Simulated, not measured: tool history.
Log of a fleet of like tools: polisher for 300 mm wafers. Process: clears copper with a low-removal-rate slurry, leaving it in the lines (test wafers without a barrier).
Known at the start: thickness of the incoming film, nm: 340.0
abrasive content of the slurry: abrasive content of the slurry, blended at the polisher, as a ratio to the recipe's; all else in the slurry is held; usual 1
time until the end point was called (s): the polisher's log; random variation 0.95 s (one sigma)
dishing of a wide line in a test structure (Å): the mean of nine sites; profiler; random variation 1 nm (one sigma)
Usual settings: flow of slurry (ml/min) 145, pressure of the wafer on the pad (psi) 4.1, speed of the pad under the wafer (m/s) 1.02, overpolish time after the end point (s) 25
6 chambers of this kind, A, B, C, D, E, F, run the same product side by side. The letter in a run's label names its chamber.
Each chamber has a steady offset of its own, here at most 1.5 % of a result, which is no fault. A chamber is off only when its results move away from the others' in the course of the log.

run   hour  flow of slurry (ml/min)  pressure of the wafer on the pad (psi)  speed of the pad under the wafer (m/s)  abrasive content of the slurry  overpolish time after the end point (s)  time until the end point was called (s)  dishing of a wide line in a test structure (Å)
 1D    4.3                      145                                     4.1                                    1.02                               1                                       25                                   65.857                                          808.43
       5.5  -- chamber B: head pressure recalibrated
 2E    8.2                      145                                     4.1                                    1.02                               1                                       25                                   66.025                                          806.49
 3A   11.6                      145                                     4.1                                    1.02                               1                                       25                                   66.222                                          820.07
      12.9  -- chamber C: head pressure recalibrated
      13.6  -- chamber A: worn pad replaced by a new one
 4B   15.5                      145                                     4.1                                    1.02                               1                                       25                                   65.411                                           820.1
 5C   19.3                      145                                     4.1                                    1.02                               1                                       25                                   68.223                                          817.28
        20  -- chamber D: worn pad replaced by a new one
 6F     23                      145                                     4.1                                    1.02                               1                                       25                                   65.423                                          818.78
      25.1  -- chamber B: worn pad replaced by a new one
 7C   25.8                      145                                     4.1                                    1.02                               1                                       25                                   67.793                                          814.68
 8D   28.2                      145                                     4.1                                    1.02                               1                                       25                                   66.659                                          824.33
 9B   31.3                      145                                     4.1                                    1.02                               1                                       25                                   65.055                                          826.46
      33.6  -- chamber F: slurry blender recalibrated
10F   35.6                      145                                     4.1                                    1.02                               1                                       25                                   65.529                                          802.36
11A   37.9                      145                                     4.1                                    1.02                               1                                       25                                    64.62                                          818.63
12E   41.6                      145                                     4.1                                    1.02                               1                                       25                                   65.783                                          829.18
13F   44.1                      145                                     4.1                                    1.02                               1                                       25                                   65.829                                          813.87
14A   46.9                      145                                     4.1                                    1.02                               1                                       25                                   63.754                                          818.44
15E   50.6                      145                                     4.1                                    1.02                               1                                       25                                   66.176                                          800.09
16D   53.6                      175                                     4.1                                    1.02                            0.75                                       25                                   67.684                                          792.02
17B   57.8                      175                                     4.1                                    1.02                            0.75                                       25                                   69.981                                          807.35
18C   59.8                      175                                     4.1                                    1.02                            0.75                                       25                                   68.188                                          804.66
19A   63.8                      175                                     4.1                                    1.02                            0.75                                       25                                   68.565                                          815.05
20D   66.8                      175                                     4.1                                    1.02                            0.75                                       25                                   68.098                                          781.34
21B     71                      175                                     4.1                                    1.02                            0.75                                       25                                   67.543                                          790.61
22F   73.1                      145                                     4.1                                    1.02                               1                                       25                                   67.154                                          782.23
23E   76.1                      145                                     4.1                                     0.8                               1                                       25                                   83.521                                          671.12
24C   79.9                      145                                     4.1                                     0.8                               1                                       25                                   84.102                                          675.61
25E   82.2                      145                                     4.1                                     0.8                               1                                       25                                    85.02                                          670.64
26D   85.1                      145                                     4.1                                     0.8                               1                                       25                                   86.576                                          676.04
27F   87.5                      145                                     4.1                                     0.8                               1                                       25                                   83.072                                          653.69
28B   91.6                      145                                     4.1                                     0.8                               1                                       25                                   84.432                                          684.18
      93.1  -- chamber C: worn pad replaced by a new one
29A   94.2                      145                                     4.1                                    1.02                             1.3                                       15                                   63.605                                          563.55
30C   98.4                      145                                     4.1                                    1.02                             1.3                                       15                                   63.723                                          564.81
      99.4  -- chamber F: slurry nozzle cleaned
31F  100.5                      145                                     4.1                                    1.02                             1.3                                       15                                   62.767                                          549.42
32C  103.3                      145                                     4.1                                    1.02                             1.3                                       15                                   61.193                                          567.74
     105.9  -- chamber D: worn pad replaced by a new one
     106.5  -- chamber E: worn pad replaced by a new one
33D  107.4                      145                                     4.1                                    1.02                             1.3                                       15                                   63.047                                          554.27
     108.6  -- chamber B: worn pad replaced by a new one
     109.2  -- chamber A: worn pad replaced by a new one
34A  109.8                      145                                     4.1                                    1.02                             1.3                                       15                                   61.305                                          577.31
35E  113.6                      145                                     4.1                                    1.02                               1                                       25                                   67.045                                          810.15
36B  117.2                      145                                     5.3                                    0.72                               1                                       25                                   72.124                                          794.25
37E  119.4                      145                                     5.3                                    0.72                               1                                       25                                   72.452                                          757.17
     121.6  -- chamber F: worn pad replaced by a new one
38F  123.7                      145                                     5.3                                    0.72                               1                                       25                                   70.964                                          764.66
39A  127.4                      145                                     5.3                                    0.72                               1                                       25                                   70.525                                          767.45

Next, every chamber runs the same settings. What will each give?
40A  130.6                      145                                     4.1                                    1.02                               1                                       25                                        ?                                               ?
40B  130.6                      145                                     4.1                                    1.02                               1                                       25                                        ?                                               ?
40C  130.6                      145                                     4.1                                    1.02                               1                                       25                                        ?                                               ?
40D  130.6                      145                                     4.1                                    1.02                               1                                       25                                        ?                                               ?
40E  130.6                      145                                     4.1                                    1.02                               1                                       25                                        ?                                               ?
40F  130.6                      145                                     4.1                                    1.02                               1                                       25                                        ?                                               ?

run  time until the end point was called (s)  dishing of a wide line in a test structure (Å)
40A                                   66.419                                          841.76
40B                                   65.645                                          821.12
40C                                   66.526                                          817.28
40D                                   66.185                                          800.51
40E                                   67.485                                          806.35
40F                                   66.868                                          806.62
